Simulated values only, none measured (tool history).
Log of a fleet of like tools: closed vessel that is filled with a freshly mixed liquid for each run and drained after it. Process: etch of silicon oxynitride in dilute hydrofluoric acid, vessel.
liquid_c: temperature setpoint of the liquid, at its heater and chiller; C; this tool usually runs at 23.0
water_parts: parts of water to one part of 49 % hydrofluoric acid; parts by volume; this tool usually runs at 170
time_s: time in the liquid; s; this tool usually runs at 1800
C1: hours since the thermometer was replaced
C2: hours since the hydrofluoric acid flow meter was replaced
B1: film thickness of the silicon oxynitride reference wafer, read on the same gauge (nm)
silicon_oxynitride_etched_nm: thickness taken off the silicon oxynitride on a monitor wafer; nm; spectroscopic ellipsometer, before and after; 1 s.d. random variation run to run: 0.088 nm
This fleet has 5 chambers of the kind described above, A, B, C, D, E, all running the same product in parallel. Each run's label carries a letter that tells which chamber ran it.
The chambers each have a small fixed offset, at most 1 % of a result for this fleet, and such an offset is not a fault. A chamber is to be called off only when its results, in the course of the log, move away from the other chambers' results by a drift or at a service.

Run 1A, hour 2.8: usual settings; C1 2373.8; C2 826.7; B1 60.016. Result: silicon_oxynitride_etched_nm 14.0290 nm.
Run 2E, hour 8.6: usual settings; C1 1366.7; C2 766.2; B1 59.979. Result: silicon_oxynitride_etched_nm 13.7770 nm.
Run 3D, hour 13.7: usual settings; C1 983.8; C2 1151.0; B1 60.007. Result: silicon_oxynitride_etched_nm 14.0110 nm.
Run 4B, hour 16.5: usual settings; C1 108.4; C2 335.6; B1 59.990. Result: silicon_oxynitride_etched_nm 13.9990 nm.
Run 5C, hour 20.3: usual settings but water_parts 130 parts by volume; C1 240.1; C2 1123.9; B1 59.989. Result: silicon_oxynitride_etched_nm 18.9380 nm.
Run 6D, hour 23.3: usual settings but water_parts 130 parts by volume; C1 993.4; C2 1160.6; B1 60.009. Result: silicon_oxynitride_etched_nm 18.8540 nm.
Run 7E, hour 26.9: usual settings but water_parts 130 parts by volume; C1 1385.0; C2 784.5; B1 59.991. Result: silicon_oxynitride_etched_nm 18.8160 nm.
Run 8B, hour 31.9: usual settings but water_parts 130 parts by volume; C1 123.8; C2 351.0; B1 59.989. Result: silicon_oxynitride_etched_nm 18.8580 nm.
Run 9A, hour 36.0: usual settings but water_parts 130 parts by volume; C1 2407.0; C2 859.9; B1 59.989. Result: silicon_oxynitride_etched_nm 18.9820 nm.
Run 10C, hour 40.3: usual settings; C1 260.1; C2 1143.9; B1 59.993. Result: silicon_oxynitride_etched_nm 14.0120 nm.
Run 11B, hour 46.0: usual settings; C1 137.9; C2 365.1; B1 59.988. Result: silicon_oxynitride_etched_nm 13.8960 nm.
Run 12E, hour 49.9: usual settings but liquid_c 18.5 C, water_parts 235 parts by volume; C1 1408.0; C2 807.5; B1 59.974. Result: silicon_oxynitride_etched_nm 7.8113 nm.
At hour 53.3: chamber E: thermometer replaced.
Run 13C, hour 55.9: usual settings but liquid_c 18.5 C, water_parts 235 parts by volume; C1 275.7; C2 1159.5; B1 59.987. Result: silicon_oxynitride_etched_nm 7.7813 nm.
Run 14D, hour 58.9: usual settings but liquid_c 18.5 C, water_parts 235 parts by volume; C1 1029.0; C2 1196.2; B1 59.996. Result: silicon_oxynitride_etched_nm 7.9622 nm.
Run 15A, hour 65.2: usual settings but liquid_c 18.5 C, water_parts 235 parts by volume; C1 2436.2; C2 889.1; B1 59.996. Result: silicon_oxynitride_etched_nm 7.9055 nm.
Run 16A, hour 69.7: usual settings but liquid_c 18.5 C, water_parts 235 parts by volume; C1 2440.7; C2 893.6; B1 59.964. Result: silicon_oxynitride_etched_nm 7.8914 nm.
Run 17D, hour 72.8: usual settings but time_s 875 s; C1 1042.9; C2 1210.1; B1 59.988. Result: silicon_oxynitride_etched_nm 6.8291 nm.
Run 18C, hour 75.9: usual settings but time_s 875 s; C1 295.7; C2 1179.5; B1 59.997. Result: silicon_oxynitride_etched_nm 6.7876 nm.
Run 19B, hour 81.7: usual settings but time_s 875 s; C1 173.6; C2 400.8; B1 60.026. Result: silicon_oxynitride_etched_nm 6.8655 nm.
Run 20E, hour 84.7: usual settings but time_s 875 s; C1 31.5; C2 842.3; B1 60.019. Result: silicon_oxynitride_etched_nm 6.9044 nm.
Run 21C, hour 88.9: usual settings but time_s 875 s; C1 308.7; C2 1192.5; B1 60.017. Result: silicon_oxynitride_etched_nm 6.7981 nm.
Run 22D, hour 92.2: usual settings; C1 1062.3; C2 1229.5; B1 60.003. Result: silicon_oxynitride_etched_nm 14.2440 nm.
Run 23B, hour 95.6: usual settings; C1 187.5; C2 414.7; B1 60.020. Result: silicon_oxynitride_etched_nm 14.1210 nm.
Run 24E, hour 101.3: usual settings; C1 48.1; C2 858.9; B1 60.033. Result: silicon_oxynitride_etched_nm 14.0050 nm.
Run 25A, hour 105.8: usual settings but water_parts 125 parts by volume, time_s 2580 s; C1 2476.8; C2 929.7; B1 59.994. Result: silicon_oxynitride_etched_nm 28.1900 nm.
Run 26A, hour 108.5: usual settings but water_parts 125 parts by volume, time_s 2580 s; C1 2479.5; C2 932.4; B1 60.007. Result: silicon_oxynitride_etched_nm 28.0890 nm.
Run 27D, hour 114.0: usual settings but water_parts 125 parts by volume, time_s 2580 s; C1 1084.1; C2 1251.3; B1 60.006. Result: silicon_oxynitride_etched_nm 28.6200 nm.
Run 28B, hour 118.1: usual settings but water_parts 125 parts by volume, time_s 2580 s; C1 210.0; C2 437.2; B1 59.995. Result: silicon_oxynitride_etched_nm 28.2810 nm.
Run 29E, hour 123.5: usual settings but water_parts 125 parts by volume, time_s 2580 s; C1 70.3; C2 881.1; B1 60.014. Result: silicon_oxynitride_etched_nm 28.1690 nm.
Run 30C, hour 126.5: usual settings; C1 346.3; C2 1230.1; B1 60.006. Result: silicon_oxynitride_etched_nm 13.7650 nm.
Run 31C, hour 129.6: usual settings; C1 349.4; C2 1233.2; B1 59.997. Result: silicon_oxynitride_etched_nm 13.9580 nm.
Run 32D, hour 135.0: usual settings; C1 1105.1; C2 1272.3; B1 60.014. Result: silicon_oxynitride_etched_nm 14.2890 nm.
Run 33B, hour 140.2: usual settings; C1 232.1; C2 459.3; B1 60.029. Result: silicon_oxynitride_etched_nm 14.0480 nm.
Run 34A, hour 142.9: usual settings; C1 2513.9; C2 966.8; B1 59.994. Result: silicon_oxynitride_etched_nm 14.0190 nm.

Next, every chamber runs the same settings. What will each give?
Run 35A, hour 147.4: usual settings but time_s 880 s. Result: silicon_oxynitride_etched_nm ?.
Run 35B, hour 147.4: usual settings but time_s 880 s. Result: silicon_oxynitride_etched_nm ?.
Run 35C, hour 147.4: usual settings but time_s 880 s. Result: silicon_oxynitride_etched_nm ?.
Run 35D, hour 147.4: usual settings but time_s 880 s. Result: silicon_oxynitride_etched_nm ?.
Run 35E, hour 147.4: usual settings but time_s 880 s. Result: silicon_oxynitride_etched_nm ?.

run  silicon_oxynitride_etched_nm
35A                        6.8622
35B                        6.8698
35C                        6.7926
35D                        6.8517
35E                        6.8122
